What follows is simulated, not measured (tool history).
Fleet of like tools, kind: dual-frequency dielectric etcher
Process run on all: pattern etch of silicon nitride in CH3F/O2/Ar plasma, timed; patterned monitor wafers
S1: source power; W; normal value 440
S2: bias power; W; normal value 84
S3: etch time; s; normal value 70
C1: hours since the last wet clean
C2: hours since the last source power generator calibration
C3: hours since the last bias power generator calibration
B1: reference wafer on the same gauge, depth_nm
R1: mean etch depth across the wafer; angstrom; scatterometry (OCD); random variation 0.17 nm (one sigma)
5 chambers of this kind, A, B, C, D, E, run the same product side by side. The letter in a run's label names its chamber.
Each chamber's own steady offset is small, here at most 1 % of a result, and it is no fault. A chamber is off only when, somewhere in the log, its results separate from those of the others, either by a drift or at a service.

{"run": "1A", "hour": 3.9, "S1": 440, "S2": 84, "S3": 70, "C1": 272, "C2": 1962.6, "C3": 1416.2, "B1": 52.988, "R1": 534.43}
{"run": "2B", "hour": 9.5, "S1": 440, "S2": 84, "S3": 70, "C1": 307.4, "C2": 1692.7, "C3": 2040.1, "B1": 53.019, "R1": 538.84}
{"run": "3E", "hour": 15.0, "S1": 440, "S2": 84, "S3": 70, "C1": 46.8, "C2": 2818.4, "C3": 1795.6, "B1": 52.969, "R1": 532.12}
{"run": "4D", "hour": 20.5, "S1": 440, "S2": 84, "S3": 70, "C1": 590.2, "C2": 30.7, "C3": 1424.3, "B1": 53.029, "R1": 533.15}
{"run": "5C", "hour": 28.2, "S1": 440, "S2": 84, "S3": 70, "C1": 400.8, "C2": 2462.7, "C3": 2430.2, "B1": 53.013, "R1": 537.92}
{"run": "6D", "hour": 35.1, "S1": 440, "S2": 70, "S3": 80, "C1": 604.8, "C2": 45.3, "C3": 1438.9, "B1": 52.998, "R1": 566.97}
{"run": "7B", "hour": 39.3, "S1": 440, "S2": 70, "S3": 80, "C1": 337.2, "C2": 1722.5, "C3": 2069.9, "B1": 53.017, "R1": 578.82}
{"run": "8E", "hour": 46.6, "S1": 440, "S2": 70, "S3": 80, "C1": 78.4, "C2": 2850, "C3": 1827.2, "B1": 52.977, "R1": 572.61}
{"hour": 49.6, "done": "chamber A: source power generator calibrated"}
{"run": "9A", "hour": 53.8, "S1": 440, "S2": 70, "S3": 80, "C1": 321.9, "C2": 4.3, "C3": 1466.1, "B1": 53.04, "R1": 575.08}
{"run": "10C", "hour": 62.1, "S1": 440, "S2": 70, "S3": 80, "C1": 434.7, "C2": 2496.6, "C3": 2464.1, "B1": 52.994, "R1": 578.21}
{"run": "11D", "hour": 65.7, "S1": 440, "S2": 102, "S3": 54.5, "C1": 635.4, "C2": 75.9, "C3": 1469.5, "B1": 52.993, "R1": 445.52}
{"run": "12E", "hour": 69.9, "S1": 440, "S2": 102, "S3": 54.5, "C1": 101.7, "C2": 2873.3, "C3": 1850.5, "B1": 53.016, "R1": 444.53}
{"run": "13C", "hour": 74.3, "S1": 440, "S2": 102, "S3": 54.5, "C1": 446.9, "C2": 2508.8, "C3": 2476.3, "B1": 53.014, "R1": 450.89}
{"hour": 76.9, "done": "chamber C: wet clean of the chamber"}
{"run": "14A", "hour": 81.7, "S1": 440, "S2": 102, "S3": 54.5, "C1": 349.8, "C2": 32.2, "C3": 1494, "B1": 52.99, "R1": 446.83}
{"hour": 83.5, "done": "chamber D: wet clean of the chamber"}
{"run": "15B", "hour": 89.5, "S1": 440, "S2": 102, "S3": 54.5, "C1": 387.4, "C2": 1772.7, "C3": 2120.1, "B1": 53.019, "R1": 448.63}
{"run": "16C", "hour": 94.5, "S1": 440, "S2": 84, "S3": 70, "C1": 17.7, "C2": 2529, "C3": 2496.5, "B1": 53.036, "R1": 536.09}
{"run": "17D", "hour": 102.1, "S1": 440, "S2": 84, "S3": 70, "C1": 18.6, "C2": 112.3, "C3": 1505.9, "B1": 52.994, "R1": 531.51}
{"run": "18B", "hour": 109.6, "S1": 440, "S2": 84, "S3": 70, "C1": 407.5, "C2": 1792.8, "C3": 2140.2, "B1": 53.006, "R1": 536.84}
{"run": "19E", "hour": 117.1, "S1": 440, "S2": 84, "S3": 70, "C1": 148.9, "C2": 2920.5, "C3": 1897.7, "B1": 53.022, "R1": 531.3}
{"hour": 118.9, "done": "chamber B: wet clean of the chamber"}
{"run": "20A", "hour": 123.9, "S1": 440, "S2": 84, "S3": 70, "C1": 392, "C2": 74.4, "C3": 1536.2, "B1": 52.975, "R1": 539.21}
{"run": "21C", "hour": 132.3, "S1": 440, "S2": 84, "S3": 70, "C1": 55.5, "C2": 2566.8, "C3": 2534.3, "B1": 52.992, "R1": 534.47}
{"run": "22B", "hour": 140.1, "S1": 440, "S2": 84, "S3": 70, "C1": 21.3, "C2": 1823.3, "C3": 2170.7, "B1": 53.007, "R1": 521.19}
{"run": "23D", "hour": 147.9, "S1": 440, "S2": 84, "S3": 70, "C1": 64.4, "C2": 158.1, "C3": 1551.7, "B1": 53.017, "R1": 529.21}
{"run": "24E", "hour": 155.9, "S1": 440, "S2": 84, "S3": 70, "C1": 187.7, "C2": 2959.3, "C3": 1936.5, "B1": 52.984, "R1": 532.52}
{"run": "25A", "hour": 162.3, "S1": 440, "S2": 84, "S3": 70, "C1": 430.4, "C2": 112.8, "C3": 1574.6, "B1": 53.02, "R1": 534.42}
{"run": "26B", "hour": 168.0, "S1": 440, "S2": 84, "S3": 70, "C1": 49.2, "C2": 1851.2, "C3": 2198.6, "B1": 52.996, "R1": 521.94}
{"run": "27D", "hour": 175.3, "S1": 440, "S2": 84, "S3": 70, "C1": 91.8, "C2": 185.5, "C3": 1579.1, "B1": 52.999, "R1": 529.96}
{"run": "28C", "hour": 183.3, "S1": 440, "S2": 78, "S3": 63.5, "C1": 106.5, "C2": 2617.8, "C3": 2585.3, "B1": 53.024, "R1": 473.81}
{"run": "29E", "hour": 191.1, "S1": 440, "S2": 78, "S3": 63.5, "C1": 222.9, "C2": 2994.5, "C3": 1971.7, "B1": 53.016, "R1": 470.63}
{"run": "30A", "hour": 196.3, "S1": 440, "S2": 78, "S3": 63.5, "C1": 464.4, "C2": 146.8, "C3": 1608.6, "B1": 52.991, "R1": 471.96}
{"run": "31C", "hour": 204.7, "S1": 440, "S2": 78, "S3": 63.5, "C1": 127.9, "C2": 2639.2, "C3": 2606.7, "B1": 52.997, "R1": 473.83}
{"hour": 205.9, "done": "chamber A: wet clean of the chamber"}
{"run": "32B", "hour": 210.2, "S1": 440, "S2": 78, "S3": 63.5, "C1": 91.4, "C2": 1893.4, "C3": 2240.8, "B1": 53.015, "R1": 461.12}
{"run": "33E", "hour": 217.8, "S1": 440, "S2": 84, "S3": 70, "C1": 249.6, "C2": 3021.2, "C3": 1998.4, "B1": 52.994, "R1": 532.66}
{"run": "34A", "hour": 225.6, "S1": 440, "S2": 84, "S3": 70, "C1": 19.8, "C2": 176.1, "C3": 1637.9, "B1": 52.966, "R1": 536.73}

Has any chamber moved away from the others, gradually or after a service, or does the common gauge drift, or do the chambers differ only by their own small steady offsets? State the chamber and the most likely cause if one applies.

The work done on chamber B during a service left it standing apart from the others.
What lies behind it: etch rate under this chamber's usual, % = 2.82.

Here are 4 candidates for chamber B's next run, each the usual settings with a change, their results left as question marks. Which one brings its results back in line with what the others give on the usual settings?
A result is in line if it is within this distance of the other chambers' mean on the usual settings: R1 5.8 angstrom
{"run": "35B-1", "hour": 231.6, "S1": 440, "S2": 84, "S3": 68.5, "R1": "?"}
{"run": "35B-2", "hour": 231.6, "S1": 440, "S2": 84, "S3": 71.5, "R1": "?"}
{"run": "35B-3", "hour": 231.6, "S1": 440, "S2": 85, "S3": 73, "R1": "?"}
{"run": "35B-4", "hour": 231.6, "S1": 390, "S2": 84, "S3": 70, "R1": "?"}

Other chambers, usual settings, mean: R1 534.72 angstrom
run=35B-1 R1=511.42
run=35B-2 R1=533.82
run=35B-3 R1=547.26
run=35B-4 R1=499.79
The answer is 35B-2, which returns the chamber to within the allowed miss of the others.
